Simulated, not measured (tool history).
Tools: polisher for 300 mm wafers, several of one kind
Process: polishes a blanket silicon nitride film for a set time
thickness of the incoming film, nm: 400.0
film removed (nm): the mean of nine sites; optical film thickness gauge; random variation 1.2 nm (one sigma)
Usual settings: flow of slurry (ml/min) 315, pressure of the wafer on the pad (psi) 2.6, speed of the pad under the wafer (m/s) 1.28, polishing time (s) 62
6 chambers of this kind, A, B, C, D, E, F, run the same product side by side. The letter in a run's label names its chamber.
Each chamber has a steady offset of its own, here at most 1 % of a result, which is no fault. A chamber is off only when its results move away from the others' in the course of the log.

run	hour	flow of slurry (ml/min)	pressure of the wafer on the pad (psi)	speed of the pad under the wafer (m/s)	polishing time (s)	wafers polished on this pad	hours since the slurry nozzle was cleaned	hours since the head pressure was calibrated	film removed (nm)
# hour 2.8: chamber C: worn pad replaced by a new one
1F	7.3	315	2.6	1.28	62	445	42.3	251.8	85.489
# hour 8.4: chamber A: worn pad replaced by a new one
2B	16.9	315	2.6	1.28	62	803	134.1	1311.8	87.853
3C	22.0	315	2.6	1.28	62	311	158.0	657.9	88.014
4E	28.1	315	2.6	1.28	62	1107	288.1	317.0	85.533
5D	34.3	315	2.6	1.28	62	736	180.1	436.9	85.036
# hour 38.5: chamber B: worn pad replaced by a new one
6A	42.2	315	2.6	1.28	62	547	271.3	256.1	86.722
7C	52.3	250	1.8	1.28	62	801	188.3	688.2	59.051
# hour 53.7: chamber D: worn pad replaced by a new one
# hour 57.2: chamber F: worn pad replaced by a new one
8D	58.3	250	1.8	1.28	62	74	204.1	460.9	58.757
9E	64.7	250	1.8	1.28	62	1698	324.7	353.6	58.460
# hour 66.7: chamber A: slurry nozzle cleaned
10A	75.6	250	1.8	1.28	62	1087	8.9	289.5	57.962
# hour 78.3: chamber C: worn pad replaced by a new one
11F	81.2	250	1.8	1.28	62	389	116.2	325.7	59.881
# hour 85.9: chamber D: slurry nozzle cleaned
12B	89.5	250	1.8	1.28	62	825	206.7	1384.4	58.334
# hour 90.1: chamber A: worn pad replaced by a new one
# hour 94.3: chamber C: head pressure recalibrated
13D	96.4	315	2.6	1.56	83	690	10.6	499.0	136.680
14C	103.4	315	2.6	1.56	83	406	239.4	9.1	133.660
15F	114.5	315	2.6	1.56	83	927	149.5	359.0	133.490
# hour 118.7: chamber D: worn pad replaced by a new one
# hour 119.3: chamber B: worn pad replaced by a new one
# hour 124.8: chamber F: worn pad replaced by a new one
16E	125.8	315	2.6	1.56	83	2686	385.8	414.7	133.740
# hour 136.7: chamber B: head pressure recalibrated
17B	136.8	315	2.6	1.56	83	283	254.0	0.2	135.950
# hour 137.4: chamber C: slurry nozzle cleaned
18A	147.0	315	2.6	1.56	83	921	80.3	360.9	133.360
# hour 153.1: chamber A: worn pad replaced by a new one
19B	155.6	315	2.6	1.28	62	587	272.8	19.0	88.136
# hour 160.8: chamber C: worn pad replaced by a new one
20F	166.2	315	1.9	1.28	62	669	201.2	410.7	62.697
21C	171.2	315	1.9	1.28	62	169	33.9	76.9	63.675
22D	179.7	315	1.9	1.28	62	986	93.9	582.3	63.477
23E	190.6	315	1.9	1.28	62	3734	450.6	479.5	59.308
# hour 199.2: chamber D: worn pad replaced by a new one
24A	199.7	315	1.9	1.28	62	754	133.0	413.6	62.927
# hour 200.9: chamber B: worn pad replaced by a new one
# hour 206.1: chamber F: worn pad replaced by a new one
25E	209.6	315	1.9	1.28	62	4041	469.6	498.5	61.468
26C	216.1	315	2.6	1.28	62	895	78.8	121.8	85.440
# hour 218.4: chamber A: head pressure recalibrated
27B	225.5	315	2.6	1.54	72	399	342.7	88.9	115.980
# hour 230.4: chamber A: worn pad replaced by a new one
# hour 233.8: chamber C: worn pad replaced by a new one
28D	236.3	315	2.6	1.54	72	600	150.5	638.9	116.030
29F	241.8	315	2.6	1.54	72	578	276.8	486.3	113.720
30A	249.4	315	2.6	1.54	72	307	182.7	31.1	117.130
31F	260.9	315	2.6	1.54	72	887	295.9	505.4	113.510
# hour 265.1: chamber B: worn pad replaced by a new one
32C	266.8	315	2.6	1.54	72	534	129.5	172.5	113.560
# hour 267.2: chamber D: worn pad replaced by a new one
# hour 270.8: chamber F: worn pad replaced by a new one
33B	276.9	315	2.6	1.28	62	191	394.1	140.3	85.862
34E	283.0	315	2.6	1.28	62	5228	543.0	571.9	81.117
35A	294.0	315	2.6	1.28	62	1028	227.3	75.7	85.876
# hour 303.2: chamber C: worn pad replaced by a new one
36D	304.6	315	2.6	1.28	62	605	218.8	707.2	85.709
# hour 308.2: chamber A: worn pad replaced by a new one
37C	316.1	250	2.6	1.42	62	209	178.8	221.8	92.647
# hour 320.3: chamber D: slurry nozzle cleaned
38A	326.3	250	2.6	1.42	62	293	259.6	108.0	93.288
39E	334.6	250	2.6	1.42	62	6062	594.6	623.5	81.659
# hour 340.3: chamber D: worn pad replaced by a new one
40B	343.2	250	2.6	1.42	62	1263	460.4	206.6	92.932
# hour 344.0: chamber F: worn pad replaced by a new one
41F	351.8	250	2.6	1.42	62	127	386.8	596.3	89.076
42D	362.5	250	2.6	1.42	62	360	42.3	765.1	91.037
43E	368.7	315	2.6	1.28	62	6613	628.7	657.6	77.763

All 6 chambers run these settings next. Forecast each chamber's results:
44A	377.0	315	2.6	1.28	62				?
44B	377.0	315	2.6	1.28	62				?
44C	377.0	315	2.6	1.28	62				?
44D	377.0	315	2.6	1.28	62				?
44E	377.0	315	2.6	1.28	62				?
44F	377.0	315	2.6	1.28	62				?

run	film removed (nm)
44A	86.352
44B	86.350
44C	84.698
44D	87.095
44E	76.648
44F	87.936
